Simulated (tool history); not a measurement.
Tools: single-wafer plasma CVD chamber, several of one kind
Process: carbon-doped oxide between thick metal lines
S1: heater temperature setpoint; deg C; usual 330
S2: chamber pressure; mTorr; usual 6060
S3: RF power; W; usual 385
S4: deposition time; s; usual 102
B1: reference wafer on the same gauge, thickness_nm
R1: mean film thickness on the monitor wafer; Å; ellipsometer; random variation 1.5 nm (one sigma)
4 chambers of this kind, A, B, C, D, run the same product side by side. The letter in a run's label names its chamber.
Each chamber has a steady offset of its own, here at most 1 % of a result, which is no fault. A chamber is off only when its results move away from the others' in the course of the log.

| run | hour | S1 | S2 | S3 | S4 | B1 | R1 |
|---|---|---|---|---|---|---|---|
| 1B | 10.1 | 330 | 6060 | 385 | 102 | 497.61 | 4726.6 |
| 2A | 15.8 | 330 | 6060 | 385 | 102 | 497.86 | 4717.9 |
| 3D | 23 | 330 | 6060 | 385 | 102 | 498.32 | 4669 |
| 4C | 35.6 | 330 | 6060 | 385 | 102 | 497.99 | 4723.1 |
| 5A | 41.5 | 334 | 6060 | 385 | 102 | 498.23 | 4646.1 |
| 6D | 53.9 | 334 | 6060 | 385 | 102 | 498.35 | 4627.6 |
| 7C | 63.5 | 334 | 6060 | 385 | 102 | 497.93 | 4614.7 |
| 8B | 75.6 | 334 | 6060 | 385 | 102 | 498.03 | 4612.6 |
| 9C | 83.6 | 342 | 6060 | 385 | 117 | 498.04 | 5223.2 |
| 10B | 93.8 | 342 | 6060 | 385 | 117 | 498.05 | 5198.9 |
| 11A | 102.1 | 342 | 6060 | 385 | 117 | 497.95 | 5206 |
| 12D | 111.7 | 342 | 6060 | 385 | 117 | 497.88 | 5184.6 |
| 13D | 119.4 | 330 | 6060 | 385 | 102 | 498.2 | 4654.7 |
| 14C | 130.9 | 330 | 6060 | 385 | 102 | 497.52 | 4722 |
| 15B | 138.9 | 330 | 6060 | 385 | 102 | 497.63 | 4685.7 |
| 16A | 145.1 | 330 | 6060 | 385 | 102 | 497.48 | 4730.5 |
| 17A | 155.8 | 330 | 6060 | 385 | 102 | 498.31 | 4706 |
| 18C | 167.5 | 330 | 6060 | 385 | 102 | 497.93 | 4729.5 |
| 19B | 175.1 | 330 | 6060 | 385 | 102 | 497.59 | 4711.9 |
| 20D | 183.4 | 330 | 6060 | 385 | 102 | 497.86 | 4640.6 |
| 21B | 194.7 | 330 | 6060 | 385 | 102 | 498.06 | 4693.7 |
| 22A | 201.5 | 330 | 6060 | 385 | 102 | 498.05 | 4679.7 |
| 23C | 210.1 | 330 | 6060 | 385 | 102 | 497.45 | 4691.8 |
| 24D | 220.5 | 330 | 6060 | 385 | 102 | 497.88 | 4632.2 |
| 25B | 226.8 | 330 | 6060 | 385 | 102 | 497.77 | 4678.1 |
|  | 228 | chamber D: capacitance manometer re-zeroed and calibrated |
| 26C | 237.4 | 330 | 6060 | 385 | 102 | 498.03 | 4676.5 |
| 27A | 248.5 | 330 | 6060 | 385 | 102 | 497.98 | 4683.8 |
| 28D | 254.4 | 330 | 6060 | 385 | 102 | 498.24 | 4568 |
| 29B | 266.7 | 330 | 6060 | 385 | 102 | 498.26 | 4675.3 |
| 30D | 277 | 330 | 6060 | 385 | 102 | 498.18 | 4556 |
| 31A | 290 | 330 | 6060 | 385 | 102 | 498.03 | 4719.8 |
| 32C | 296.3 | 330 | 6060 | 385 | 102 | 498.08 | 4709.6 |
| 33C | 302.1 | 330 | 6060 | 385 | 102 | 498.2 | 4691 |
| 34D | 308.5 | 330 | 6060 | 385 | 102 | 498.25 | 4524.7 |
| 35A | 314.2 | 330 | 6060 | 385 | 102 | 498.07 | 4716.1 |
|  | 322 | chamber A: thermocouple changed; heater temperature recalibrated |
| 36B | 327.3 | 330 | 6060 | 385 | 102 | 498.23 | 4668.5 |
| 37A | 336.8 | 330 | 6060 | 385 | 102 | 498.21 | 4686.5 |
| 38C | 343.8 | 330 | 6060 | 385 | 102 | 498.01 | 4702.3 |
| 39B | 352.2 | 341 | 6060 | 385 | 89 | 497.84 | 3955 |

Is one chamber off against the others, does the gauge drift, or is nothing wrong? If a chamber is off, say which, and what the likeliest cause is.

Chamber D drifts away from the others.
Cause: delivered RF power below the setpoint (%) = 4.82.

Here are 4 candidates for chamber D's next run, each the usual settings with a change, their results left as question marks. Which one brings its results back in line with what the others give on the usual settings?
In line means no further than this from the other chambers' mean on the usual settings: R1 52 Å
| 40D-1 | 361.5 | 330 | 6060 | 345 | 102 |  | ? |
| 40D-2 | 361.5 | 330 | 6030 | 380 | 99 |  | ? |
| 40D-3 | 361.5 | 330 | 6120 | 400 | 108 |  | ? |
| 40D-4 | 361.5 | 330 | 6110 | 385 | 106 |  | ? |

The other chambers' mean on the usual settings: R1 4697.6 Å
| run | R1 |
|---|---|
| 40D-1 | 4145.6 |
| 40D-2 | 4329.5 |
| 40D-3 | 4917.6 |
| 40D-4 | 4687.5 |
40D-4 brings the chamber back in line.
